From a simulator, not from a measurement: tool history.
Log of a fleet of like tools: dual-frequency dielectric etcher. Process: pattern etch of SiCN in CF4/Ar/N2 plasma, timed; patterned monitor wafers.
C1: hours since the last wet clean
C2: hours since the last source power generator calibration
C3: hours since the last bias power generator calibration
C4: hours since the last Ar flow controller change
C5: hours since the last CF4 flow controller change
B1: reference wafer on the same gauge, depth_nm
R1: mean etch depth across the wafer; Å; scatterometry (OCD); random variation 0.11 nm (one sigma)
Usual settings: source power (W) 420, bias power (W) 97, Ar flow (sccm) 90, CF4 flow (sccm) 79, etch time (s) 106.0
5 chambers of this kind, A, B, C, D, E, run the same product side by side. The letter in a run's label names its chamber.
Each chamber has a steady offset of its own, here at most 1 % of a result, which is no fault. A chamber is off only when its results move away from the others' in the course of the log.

Run 1C, hour 8.7: usual settings; C1 203.9; C2 744.1; C3 510.0; C4 401.2; C5 99.8; B1 100.11. Result: R1 982.26 Å.
Run 2D, hour 13.2: usual settings; C1 445.0; C2 954.2; C3 1090.8; C4 2463.2; C5 1302.1; B1 100.13. Result: R1 980.85 Å.
Run 3A, hour 17.7: usual settings; C1 373.6; C2 2140.0; C3 2810.0; C4 1896.7; C5 5852.9; B1 100.14. Result: R1 977.29 Å.
Run 4E, hour 24.0: usual settings; C1 473.5; C2 40.8; C3 2610.9; C4 2067.0; C5 286.6; B1 100.12. Result: R1 993.28 Å.
Run 5B, hour 28.6: usual settings; C1 140.7; C2 1545.2; C3 325.6; C4 746.9; C5 207.7; B1 100.16. Result: R1 987.16 Å.
Run 6B, hour 33.5: usual settings; C1 145.6; C2 1550.1; C3 330.5; C4 751.8; C5 212.6; B1 100.13. Result: R1 984.35 Å.
Run 7C, hour 40.0: usual settings but Ar flow (sccm) 102, CF4 flow (sccm) 73; C1 235.2; C2 775.4; C3 541.3; C4 432.5; C5 131.1; B1 100.19. Result: R1 957.39 Å.
Run 8A, hour 49.6: usual settings but Ar flow (sccm) 102, CF4 flow (sccm) 73; C1 405.5; C2 2171.9; C3 2841.9; C4 1928.6; C5 5884.8; B1 100.15. Result: R1 954.47 Å.
Run 9D, hour 59.0: usual settings but Ar flow (sccm) 102, CF4 flow (sccm) 73; C1 490.8; C2 1000.0; C3 1136.6; C4 2509.0; C5 1347.9; B1 100.20. Result: R1 954.28 Å.
Run 10E, hour 64.9: usual settings but Ar flow (sccm) 102, CF4 flow (sccm) 73; C1 514.4; C2 81.7; C3 2651.8; C4 2107.9; C5 327.5; B1 100.20. Result: R1 967.16 Å.
Run 11B, hour 74.4: usual settings but Ar flow (sccm) 102, CF4 flow (sccm) 73; C1 186.5; C2 1591.0; C3 371.4; C4 792.7; C5 253.5; B1 100.23. Result: R1 960.40 Å.
At hour 76.5: chamber A: wet clean of the chamber.
Run 12A, hour 82.6: usual settings; C1 6.2; C2 2204.9; C3 2874.9; C4 1961.6; C5 5917.8; B1 100.23. Result: R1 978.05 Å.
Run 13C, hour 87.3: usual settings; C1 282.5; C2 822.7; C3 588.6; C4 479.8; C5 178.4; B1 100.22. Result: R1 983.92 Å.
Run 14D, hour 96.0: usual settings but etch time (s) 134.5; C1 527.8; C2 1037.0; C3 1173.6; C4 2546.0; C5 1384.9; B1 100.27. Result: R1 1245.70 Å.
Run 15E, hour 103.8: usual settings but etch time (s) 134.5; C1 553.3; C2 120.6; C3 2690.7; C4 2146.8; C5 366.4; B1 100.29. Result: R1 1261.50 Å.
Run 16A, hour 113.6: usual settings but etch time (s) 134.5; C1 37.2; C2 2235.9; C3 2905.9; C4 1992.6; C5 5948.8; B1 100.30. Result: R1 1242.80 Å.
At hour 114.5: chamber A: CF4 flow controller replaced.
Run 17E, hour 121.8: usual settings but etch time (s) 134.5; C1 571.3; C2 138.6; C3 2708.7; C4 2164.8; C5 384.4; B1 100.31. Result: R1 1262.90 Å.
Run 18D, hour 126.5: usual settings but etch time (s) 134.5; C1 558.3; C2 1067.5; C3 1204.1; C4 2576.5; C5 1415.4; B1 100.33. Result: R1 1246.10 Å.
Run 19C, hour 131.1: usual settings; C1 326.3; C2 866.5; C3 632.4; C4 523.6; C5 222.2; B1 100.32. Result: R1 985.83 Å.
Run 20B, hour 140.2: usual settings; C1 252.3; C2 1656.8; C3 437.2; C4 858.5; C5 319.3; B1 100.33. Result: R1 987.11 Å.
Run 21B, hour 149.9: usual settings; C1 262.0; C2 1666.5; C3 446.9; C4 868.2; C5 329.0; B1 100.35. Result: R1 988.01 Å.
Run 22C, hour 160.0: usual settings; C1 355.2; C2 895.4; C3 661.3; C4 552.5; C5 251.1; B1 100.39. Result: R1 986.40 Å.
At hour 164.1: chamber D: wet clean of the chamber.
Run 23D, hour 168.4: usual settings; C1 4.3; C2 1109.4; C3 1246.0; C4 2618.4; C5 1457.3; B1 100.39. Result: R1 984.60 Å.
Run 24A, hour 177.7: usual settings but etch time (s) 89.0; C1 101.3; C2 2300.0; C3 2970.0; C4 2056.7; C5 63.2; B1 100.41. Result: R1 823.00 Å.
At hour 184.3: chamber C: wet clean of the chamber.
Run 25E, hour 184.6: usual settings but etch time (s) 89.0; C1 634.1; C2 201.4; C3 2771.5; C4 2227.6; C5 447.2; B1 100.41. Result: R1 835.95 Å.
Run 26E, hour 189.0: usual settings but etch time (s) 89.0; C1 638.5; C2 205.8; C3 2775.9; C4 2232.0; C5 451.6; B1 100.44. Result: R1 835.45 Å.
At hour 193.3: chamber E: wet clean of the chamber.
Run 27D, hour 193.4: usual settings but etch time (s) 89.0; C1 29.3; C2 1134.4; C3 1271.0; C4 2643.4; C5 1482.3; B1 100.43. Result: R1 825.93 Å.
Run 28C, hour 201.0: usual settings but etch time (s) 89.0; C1 16.7; C2 936.4; C3 702.3; C4 593.5; C5 292.1; B1 100.47. Result: R1 829.33 Å.
Run 29B, hour 205.9: usual settings; C1 318.0; C2 1722.5; C3 502.9; C4 924.2; C5 385.0; B1 100.45. Result: R1 986.65 Å.
Run 30A, hour 213.8: usual settings; C1 137.4; C2 2336.1; C3 3006.1; C4 2092.8; C5 99.3; B1 100.49. Result: R1 979.21 Å.
Run 31A, hour 218.5: usual settings; C1 142.1; C2 2340.8; C3 3010.8; C4 2097.5; C5 104.0; B1 100.49. Result: R1 979.80 Å.
Run 32B, hour 226.8: usual settings; C1 338.9; C2 1743.4; C3 523.8; C4 945.1; C5 405.9; B1 100.49. Result: R1 991.78 Å.
Run 33D, hour 232.6: usual settings; C1 68.5; C2 1173.6; C3 1310.2; C4 2682.6; C5 1521.5; B1 100.52. Result: R1 983.34 Å.
Run 34E, hour 238.7: usual settings; C1 45.4; C2 255.5; C3 2825.6; C4 2281.7; C5 501.3; B1 100.55. Result: R1 996.70 Å.
Run 35C, hour 246.0: usual settings; C1 61.7; C2 981.4; C3 747.3; C4 638.5; C5 337.1; B1 100.55. Result: R1 986.64 Å.
Run 36B, hour 251.2: usual settings; C1 363.3; C2 1767.8; C3 548.2; C4 969.5; C5 430.3; B1 100.56. Result: R1 989.13 Å.

Is one chamber off against the others, does the gauge drift, or is nothing wrong? If a chamber is off, say which, and what the likeliest cause is.

The gauge drifts, so all chambers seem to drift together. No chamber is off.
Cause: gauge reads high (%) = 0.453.

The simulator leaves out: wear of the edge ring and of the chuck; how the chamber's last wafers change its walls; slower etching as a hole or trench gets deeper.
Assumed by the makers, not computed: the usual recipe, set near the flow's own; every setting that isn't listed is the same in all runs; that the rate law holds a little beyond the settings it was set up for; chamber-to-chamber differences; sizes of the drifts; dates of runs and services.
